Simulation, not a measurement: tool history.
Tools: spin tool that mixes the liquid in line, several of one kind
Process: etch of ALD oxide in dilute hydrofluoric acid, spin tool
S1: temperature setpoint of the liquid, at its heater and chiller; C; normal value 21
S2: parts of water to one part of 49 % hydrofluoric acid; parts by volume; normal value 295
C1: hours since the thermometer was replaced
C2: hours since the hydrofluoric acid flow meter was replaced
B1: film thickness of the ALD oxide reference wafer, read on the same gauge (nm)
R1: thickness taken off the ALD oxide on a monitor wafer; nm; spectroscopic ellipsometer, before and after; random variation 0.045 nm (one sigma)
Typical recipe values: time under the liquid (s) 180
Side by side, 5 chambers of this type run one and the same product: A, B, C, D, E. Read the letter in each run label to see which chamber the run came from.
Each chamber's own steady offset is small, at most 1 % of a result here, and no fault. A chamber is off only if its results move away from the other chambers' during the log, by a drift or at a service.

Run 1D, hour 4.8: usual settings; C1 229.4; C2 309.3; B1 140. Result: R1 5.1559 nm.
Run 2A, hour 8.2: usual settings; C1 340.9; C2 828.5; B1 140. Result: R1 5.1078 nm.
Run 3E, hour 10.7: usual settings; C1 1079; C2 396.4; B1 139.99. Result: R1 5.0066 nm.
Run 4C, hour 15.4: usual settings; C1 603; C2 55.9; B1 139.98. Result: R1 5.0518 nm.
Run 5B, hour 20: usual settings; C1 731.3; C2 771.6; B1 140.01. Result: R1 4.9805 nm.
Run 6D, hour 23.3: usual settings; C1 247.9; C2 327.8; B1 139.98. Result: R1 5.0961 nm.
Run 7E, hour 25.9: usual settings; C1 1094.2; C2 411.6; B1 140. Result: R1 5.0509 nm.
Run 8B, hour 30.5: usual settings; C1 741.8; C2 782.1; B1 140.01. Result: R1 5.0474 nm.
Run 9A, hour 35.3: usual settings; C1 368; C2 855.6; B1 139.98. Result: R1 5.0871 nm.
Run 10C, hour 38: usual settings; C1 625.6; C2 78.5; B1 140. Result: R1 5.0456 nm.
Run 11B, hour 40.9: usual settings; C1 752.2; C2 792.5; B1 140.02. Result: R1 5.104 nm.
At hour 43.5: chamber B: thermometer replaced.
Run 12D, hour 45.1: usual settings; C1 269.7; C2 349.6; B1 140. Result: R1 5.0743 nm.
Run 13E, hour 48.4: usual settings; C1 1116.7; C2 434.1; B1 140.03. Result: R1 4.998 nm.
Run 14A, hour 52.8: usual settings but S1 19.5 C, time under the liquid (s) 270; C1 385.5; C2 873.1; B1 140.01. Result: R1 7.1654 nm.
Run 15C, hour 57.9: usual settings but S1 19.5 C, time under the liquid (s) 270; C1 645.5; C2 98.4; B1 140.01. Result: R1 7.2083 nm.
Run 16C, hour 61.9: usual settings but S1 19.5 C, time under the liquid (s) 270; C1 649.5; C2 102.4; B1 140.02. Result: R1 7.1037 nm.
Run 17B, hour 65.8: usual settings but S1 19.5 C, time under the liquid (s) 270; C1 22.4; C2 817.4; B1 139.99. Result: R1 7.1696 nm.
Run 18A, hour 68.6: usual settings but S1 19.5 C, time under the liquid (s) 270; C1 401.3; C2 888.9; B1 140.01. Result: R1 7.1705 nm.
Run 19E, hour 71.9: usual settings; C1 1140.2; C2 457.6; B1 139.99. Result: R1 5.0654 nm.
Run 20D, hour 76: usual settings; C1 300.6; C2 380.5; B1 140. Result: R1 4.9369 nm.
Run 21B, hour 80.5: usual settings; C1 37.1; C2 832.1; B1 139.99. Result: R1 5.034 nm.
Run 22E, hour 84.6: usual settings; C1 1152.9; C2 470.3; B1 140. Result: R1 5.0705 nm.
Run 23D, hour 86.9: usual settings; C1 311.5; C2 391.4; B1 139.99. Result: R1 4.8238 nm.
Run 24A, hour 90.2: usual settings; C1 422.9; C2 910.5; B1 139.99. Result: R1 5.0571 nm.
Run 25C, hour 94.5: usual settings; C1 682.1; C2 135; B1 140. Result: R1 5.1607 nm.
Run 26D, hour 97.3: usual settings but S2 230 parts by volume, time under the liquid (s) 140; C1 321.9; C2 401.8; B1 140. Result: R1 5.08 nm.
Run 27B, hour 102.4: usual settings but S2 230 parts by volume, time under the liquid (s) 140; C1 59; C2 854; B1 140. Result: R1 5.4146 nm.
Run 28E, hour 106.1: usual settings but S2 230 parts by volume, time under the liquid (s) 140; C1 1174.4; C2 491.8; B1 140.01. Result: R1 5.3045 nm.
Run 29C, hour 109.7: usual settings but S2 230 parts by volume, time under the liquid (s) 140; C1 697.3; C2 150.2; B1 140. Result: R1 5.3145 nm.
Run 30A, hour 114: usual settings but S2 230 parts by volume, time under the liquid (s) 140; C1 446.7; C2 934.3; B1 140.01. Result: R1 5.2932 nm.
Run 31B, hour 117.6: usual settings; C1 74.2; C2 869.2; B1 140.01. Result: R1 5.1113 nm.
Run 32A, hour 120: usual settings; C1 452.7; C2 940.3; B1 140.01. Result: R1 5.028 nm.
Run 33C, hour 124.7: usual settings; C1 712.3; C2 165.2; B1 140. Result: R1 5.1547 nm.
Run 34E, hour 129.4: usual settings but S1 18.5 C, S2 245 parts by volume; C1 1197.7; C2 515.1; B1 139.99. Result: R1 5.6797 nm.
Run 35D, hour 134: usual settings but S1 18.5 C, S2 245 parts by volume; C1 358.6; C2 438.5; B1 140.01. Result: R1 5.4628 nm.
Run 36E, hour 137.8: usual settings but S1 18.5 C, S2 245 parts by volume; C1 1206.1; C2 523.5; B1 139.99. Result: R1 5.8004 nm.
Run 37D, hour 140.2: usual settings but S1 18.5 C, S2 245 parts by volume; C1 364.8; C2 444.7; B1 140. Result: R1 5.3597 nm.
Run 38A, hour 143.9: usual settings but S1 18.5 C, S2 245 parts by volume; C1 476.6; C2 964.2; B1 139.99. Result: R1 5.8329 nm.
Run 39C, hour 146.6: usual settings; C1 734.2; C2 187.1; B1 140.01. Result: R1 5.1627 nm.
Run 40B, hour 150.8: usual settings; C1 107.4; C2 902.4; B1 140. Result: R1 5.0417 nm.

What goes on in this fleet: one chamber off, a drifting gauge, or nothing beyond the chambers' own small offsets? Name the chamber and the cause, if any.

It is chamber D that slowly wanders off from its peers.
Likeliest cause: liquid colder than its thermometer reads (K) = 2.24.
With only this log, it may be confused with: hydrofluoric acid flow below the setpoint (%).

Chamber D could run next with any of the 4 candidate recipes listed below; each alters the usual settings, and their results appear as question marks. Which one brings its results back in line with what the other chambers deliver on the usual settings?
To be in line, a result may differ from the other chambers' mean on the usual settings by at most: R1 0.16 nm
Run 41D-1, hour 154.6: usual settings but S2 275 parts by volume. Result: R1 ?.
Run 41D-2, hour 154.6: usual settings but S1 19 C. Result: R1 ?.
Run 41D-3, hour 154.6: usual settings but S2 340 parts by volume. Result: R1 ?.
Run 41D-4, hour 154.6: usual settings but S2 275 parts by volume, time under the liquid (s) 195. Result: R1 ?.

Average result of the remaining chambers running the usual settings: R1 5.0709 nm
  run      R1
41D-1   5.081
41D-2  4.3175
41D-3  3.9003
41D-4  5.5044
Change 41D-1 lands the chamber within the allowed miss of the other chambers.
